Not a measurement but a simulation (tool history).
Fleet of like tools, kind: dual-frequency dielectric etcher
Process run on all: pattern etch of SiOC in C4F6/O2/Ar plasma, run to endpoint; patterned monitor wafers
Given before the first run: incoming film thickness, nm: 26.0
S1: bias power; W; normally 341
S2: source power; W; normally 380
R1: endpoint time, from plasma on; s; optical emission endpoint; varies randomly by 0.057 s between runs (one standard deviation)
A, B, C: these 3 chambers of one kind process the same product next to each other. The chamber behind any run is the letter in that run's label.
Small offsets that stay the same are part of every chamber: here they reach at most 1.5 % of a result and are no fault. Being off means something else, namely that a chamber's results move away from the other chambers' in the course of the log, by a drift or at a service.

{"run": "1B", "day": 0.271, "S1": 341, "S2": 380, "R1": 10.158}
{"run": "2C", "day": 0.558, "S1": 341, "S2": 380, "R1": 10.309}
{"run": "3A", "day": 0.721, "S1": 341, "S2": 380, "R1": 10.231}
{"run": "4A", "day": 0.908, "S1": 341, "S2": 380, "R1": 10.214}
{"run": "5B", "day": 1.096, "S1": 411, "S2": 290, "R1": 10.621}
{"run": "6C", "day": 1.346, "S1": 411, "S2": 290, "R1": 10.67}
{"day": 1.392, "done": "chamber A: wet clean of the chamber"}
{"run": "7B", "day": 1.633, "S1": 411, "S2": 290, "R1": 10.528}
{"run": "8A", "day": 1.808, "S1": 341, "S2": 380, "R1": 10.218}
{"run": "9C", "day": 1.946, "S1": 341, "S2": 380, "R1": 10.27}
{"run": "10A", "day": 2.212, "S1": 341, "S2": 380, "R1": 10.221}
{"run": "11C", "day": 2.433, "S1": 341, "S2": 380, "R1": 10.386}
{"run": "12B", "day": 2.742, "S1": 341, "S2": 380, "R1": 10.167}
{"run": "13C", "day": 2.917, "S1": 397, "S2": 380, "R1": 9.7411}
{"run": "14B", "day": 3.071, "S1": 397, "S2": 380, "R1": 9.6305}
{"run": "15A", "day": 3.321, "S1": 397, "S2": 380, "R1": 9.6411}
{"run": "16C", "day": 3.567, "S1": 341, "S2": 380, "R1": 10.312}
{"run": "17A", "day": 3.879, "S1": 341, "S2": 380, "R1": 10.214}
{"run": "18B", "day": 4.15, "S1": 372, "S2": 430, "R1": 9.2959}
{"run": "19A", "day": 4.338, "S1": 372, "S2": 430, "R1": 9.4868}
{"day": 4.417, "done": "chamber C: wet clean of the chamber"}
{"run": "20B", "day": 4.504, "S1": 372, "S2": 430, "R1": 9.2494}
{"run": "21C", "day": 4.704, "S1": 341, "S2": 380, "R1": 10.274}
{"day": 4.912, "done": "chamber C: source power generator calibrated"}
{"run": "22C", "day": 4.988, "S1": 424, "S2": 290, "R1": 10.587}
{"run": "23A", "day": 5.238, "S1": 424, "S2": 290, "R1": 10.451}
{"run": "24B", "day": 5.408, "S1": 424, "S2": 290, "R1": 10.194}
{"run": "25C", "day": 5.567, "S1": 341, "S2": 380, "R1": 10.337}
{"run": "26B", "day": 5.783, "S1": 341, "S2": 380, "R1": 9.9443}
{"run": "27A", "day": 6.075, "S1": 341, "S2": 380, "R1": 10.104}
{"run": "28A", "day": 6.367, "S1": 341, "S2": 380, "R1": 10.195}
{"run": "29B", "day": 6.579, "S1": 341, "S2": 380, "R1": 9.9162}
{"run": "30C", "day": 6.725, "S1": 341, "S2": 380, "R1": 10.376}
{"run": "31C", "day": 7.021, "S1": 393, "S2": 460, "R1": 9.1367}
{"run": "32B", "day": 7.179, "S1": 393, "S2": 460, "R1": 8.7226}
{"run": "33A", "day": 7.429, "S1": 393, "S2": 460, "R1": 9.1189}
{"run": "34A", "day": 7.679, "S1": 263, "S2": 430, "R1": 10.808}

For the next run the whole fleet of 3 chambers uses the same settings. Give each chamber's results:
{"run": "35A", "day": 7.904, "S1": 341, "S2": 320, "R1": "?"}
{"run": "35B", "day": 7.904, "S1": 341, "S2": 320, "R1": "?"}
{"run": "35C", "day": 7.904, "S1": 341, "S2": 320, "R1": "?"}

run=35A R1=10.9420
run=35B R1=10.3920
run=35C R1=11.1400
